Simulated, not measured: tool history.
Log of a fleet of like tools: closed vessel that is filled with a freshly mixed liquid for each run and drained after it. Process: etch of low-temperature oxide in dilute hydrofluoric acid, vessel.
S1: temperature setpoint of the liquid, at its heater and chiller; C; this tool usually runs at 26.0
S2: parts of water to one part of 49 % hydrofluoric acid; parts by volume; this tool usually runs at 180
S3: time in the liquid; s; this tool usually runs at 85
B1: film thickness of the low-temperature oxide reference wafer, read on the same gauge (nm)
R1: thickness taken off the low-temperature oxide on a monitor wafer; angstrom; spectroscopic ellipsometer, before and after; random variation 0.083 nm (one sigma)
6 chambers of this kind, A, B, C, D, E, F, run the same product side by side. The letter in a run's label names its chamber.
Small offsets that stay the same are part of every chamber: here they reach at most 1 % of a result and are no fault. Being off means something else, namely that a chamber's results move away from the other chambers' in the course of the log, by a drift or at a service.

| run | hour | S1 | S2 | S3 | B1 | R1 |
|---|---|---|---|---|---|---|
| 1A | 6.2 | 26.0 | 180 | 85 | 129.99 | 106.460 |
| 2D | 17.3 | 26.0 | 180 | 85 | 130.00 | 107.370 |
| 3F | 26.3 | 26.0 | 180 | 85 | 130.00 | 107.370 |
| 4C | 33.8 | 26.0 | 180 | 85 | 129.99 | 107.750 |
|  | 39.6 | chamber B: thermometer replaced |
| 5E | 40.9 | 26.0 | 180 | 85 | 130.04 | 104.980 |
| 6B | 51.6 | 26.0 | 180 | 85 | 129.98 | 107.790 |
| 7B | 62.5 | 26.0 | 180 | 85 | 130.00 | 107.650 |
| 8F | 69.2 | 26.0 | 180 | 85 | 130.01 | 107.400 |
| 9E | 79.0 | 28.5 | 180 | 40 | 130.02 | 54.009 |
| 10D | 88.0 | 28.5 | 180 | 40 | 130.01 | 55.522 |
| 11C | 97.1 | 28.5 | 180 | 40 | 130.00 | 56.239 |
| 12A | 105.9 | 28.5 | 180 | 40 | 129.99 | 55.414 |
| 13F | 113.7 | 28.5 | 180 | 40 | 130.01 | 55.806 |
| 14B | 120.7 | 28.5 | 180 | 40 | 130.00 | 55.847 |
| 15C | 127.5 | 26.0 | 180 | 85 | 129.97 | 107.460 |
| 16A | 134.7 | 26.0 | 180 | 85 | 130.01 | 107.580 |
| 17E | 140.4 | 26.0 | 180 | 85 | 129.99 | 104.840 |
| 18D | 146.9 | 26.0 | 180 | 85 | 130.02 | 108.470 |
| 19F | 153.8 | 26.0 | 180 | 85 | 129.98 | 108.730 |
| 20E | 161.6 | 26.0 | 180 | 85 | 129.99 | 107.180 |
| 21D | 167.1 | 26.0 | 180 | 85 | 130.01 | 107.560 |
| 22A | 176.5 | 26.0 | 180 | 85 | 130.00 | 108.470 |
| 23C | 183.8 | 26.0 | 180 | 85 | 129.99 | 108.080 |
| 24B | 189.1 | 26.0 | 180 | 85 | 130.00 | 107.750 |
| 25B | 200.1 | 26.0 | 100 | 60 | 130.00 | 151.610 |
| 26C | 208.8 | 26.0 | 100 | 60 | 130.00 | 154.860 |
| 27D | 217.4 | 26.0 | 100 | 60 | 130.01 | 150.910 |
| 28F | 225.4 | 26.0 | 100 | 60 | 130.00 | 151.870 |
| 29E | 232.4 | 26.0 | 100 | 60 | 130.01 | 147.470 |
| 30A | 240.5 | 26.0 | 100 | 60 | 130.01 | 151.110 |
|  | 241.2 | chamber A: hydrofluoric acid flow meter replaced |
| 31A | 249.3 | 26.0 | 180 | 115 | 130.01 | 145.090 |
| 32F | 260.2 | 26.0 | 180 | 115 | 130.00 | 146.700 |
| 33C | 270.9 | 26.0 | 180 | 115 | 130.01 | 145.370 |
| 34D | 279.7 | 26.0 | 180 | 115 | 129.99 | 151.540 |
| 35B | 287.1 | 26.0 | 180 | 115 | 129.98 | 145.440 |
| 36E | 296.5 | 26.0 | 180 | 115 | 130.01 | 143.730 |
| 37F | 303.2 | 26.0 | 180 | 85 | 130.02 | 106.380 |
| 38D | 310.9 | 26.0 | 180 | 85 | 129.99 | 114.200 |
| 39A | 319.3 | 26.0 | 180 | 85 | 130.01 | 106.320 |
| 40C | 325.7 | 26.0 | 180 | 85 | 130.00 | 106.490 |
| 41B | 336.9 | 26.0 | 180 | 85 | 129.99 | 107.700 |
| 42E | 344.5 | 26.0 | 180 | 85 | 129.99 | 104.770 |
| 43E | 353.4 | 26.0 | 180 | 85 | 129.98 | 104.650 |

All chambers now run identical settings, listed one chamber a line with results as question marks. What results will each chamber show?
| 44A | 361.7 | 26.0 | 180 | 55 |  | ? |
| 44B | 361.7 | 26.0 | 180 | 55 |  | ? |
| 44C | 361.7 | 26.0 | 180 | 55 |  | ? |
| 44D | 361.7 | 26.0 | 180 | 55 |  | ? |
| 44E | 361.7 | 26.0 | 180 | 55 |  | ? |
| 44F | 361.7 | 26.0 | 180 | 55 |  | ? |

| run | R1 |
|---|---|
| 44A | 69.118 |
| 44B | 69.466 |
| 44C | 70.178 |
| 44D | 73.959 |
| 44E | 68.551 |
| 44F | 68.890 |
